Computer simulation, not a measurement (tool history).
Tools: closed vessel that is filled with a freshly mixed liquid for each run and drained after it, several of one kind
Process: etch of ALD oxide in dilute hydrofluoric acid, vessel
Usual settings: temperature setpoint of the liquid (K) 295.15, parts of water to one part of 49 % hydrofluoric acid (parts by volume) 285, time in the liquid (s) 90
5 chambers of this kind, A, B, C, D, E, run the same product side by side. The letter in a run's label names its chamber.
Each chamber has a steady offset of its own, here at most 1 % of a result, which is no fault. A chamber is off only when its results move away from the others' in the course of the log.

run	hour	temperature setpoint of the liquid (K)	parts of water to one part of 49 % hydrofluoric acid (parts by volume)	time in the liquid (s)	read-back film thickness of the ALD oxide reference wafer, read on the same gauge (nm)	thickness taken off the ALD oxide on a monitor wafer (Å)
1E	7.5	295.15	285	90	69.991	78.373
2C	15.8	295.15	285	90	69.986	77.971
3A	28.2	295.15	285	90	69.999	79.255
4D	36.7	295.15	285	90	69.992	78.828
5B	49.6	295.15	285	90	69.988	77.853
6A	60.7	295.15	285	90	70.016	79.282
# hour 69.7: chamber B: hydrofluoric acid flow meter replaced
7D	72.5	295.15	285	90	69.994	78.750
8E	88.1	295.15	215	90	70.011	112.270
9C	99.1	295.15	215	90	69.999	111.600
10B	109.8	295.15	215	90	70.005	111.670
11A	122.9	295.15	215	90	70.006	111.830
12B	130.2	295.15	215	90	70.008	111.140
13C	138.7	293.15	170	90	70.004	138.160
14D	151.9	293.15	170	90	69.996	138.400
15E	163.6	293.15	170	90	69.995	138.360
16E	174.6	293.15	170	90	70.015	137.960
17D	189.2	293.15	170	90	69.993	139.170
18B	199.4	295.15	285	90	70.005	78.260
19A	210.7	292.65	285	125	70.004	100.730
20C	226.5	292.65	285	125	70.004	99.341
21D	237.0	292.65	285	125	70.007	99.594
22B	245.6	292.65	285	125	70.013	98.234
23A	255.2	292.65	285	125	70.009	100.450
24C	268.4	295.15	285	90	69.983	78.446
25E	280.6	295.15	340	90	70.007	63.868
26C	291.4	295.15	340	90	70.006	62.122
27E	298.7	295.15	340	90	70.006	64.028
28A	307.0	295.15	340	90	70.015	63.366
29D	316.0	295.15	340	90	70.001	62.755
30B	329.5	295.15	285	90	69.998	78.486
31A	337.8	295.15	285	90	70.001	78.752
32D	347.3	295.15	285	90	70.010	78.639
33C	360.3	295.15	285	90	69.985	78.694
# hour 365.3: chamber D: hydrofluoric acid flow meter replaced
34B	368.5	295.15	285	45	70.025	38.792
35E	381.1	295.15	285	45	70.013	40.490
36D	390.2	295.15	285	45	69.986	39.251
37B	404.9	295.15	285	45	70.014	38.940
38A	416.0	295.15	285	45	70.001	39.750
39E	423.8	295.15	285	90	69.995	81.261

Next, every chamber runs the same settings. What will each give?
40A	435.4	293.65	285	90		?
40B	435.4	293.65	285	90		?
40C	435.4	293.65	285	90		?
40D	435.4	293.65	285	90		?
40E	435.4	293.65	285	90		?

run	thickness taken off the ALD oxide on a monitor wafer (Å)
40A	75.457
40B	73.656
40C	74.555
40D	74.459
40E	77.068
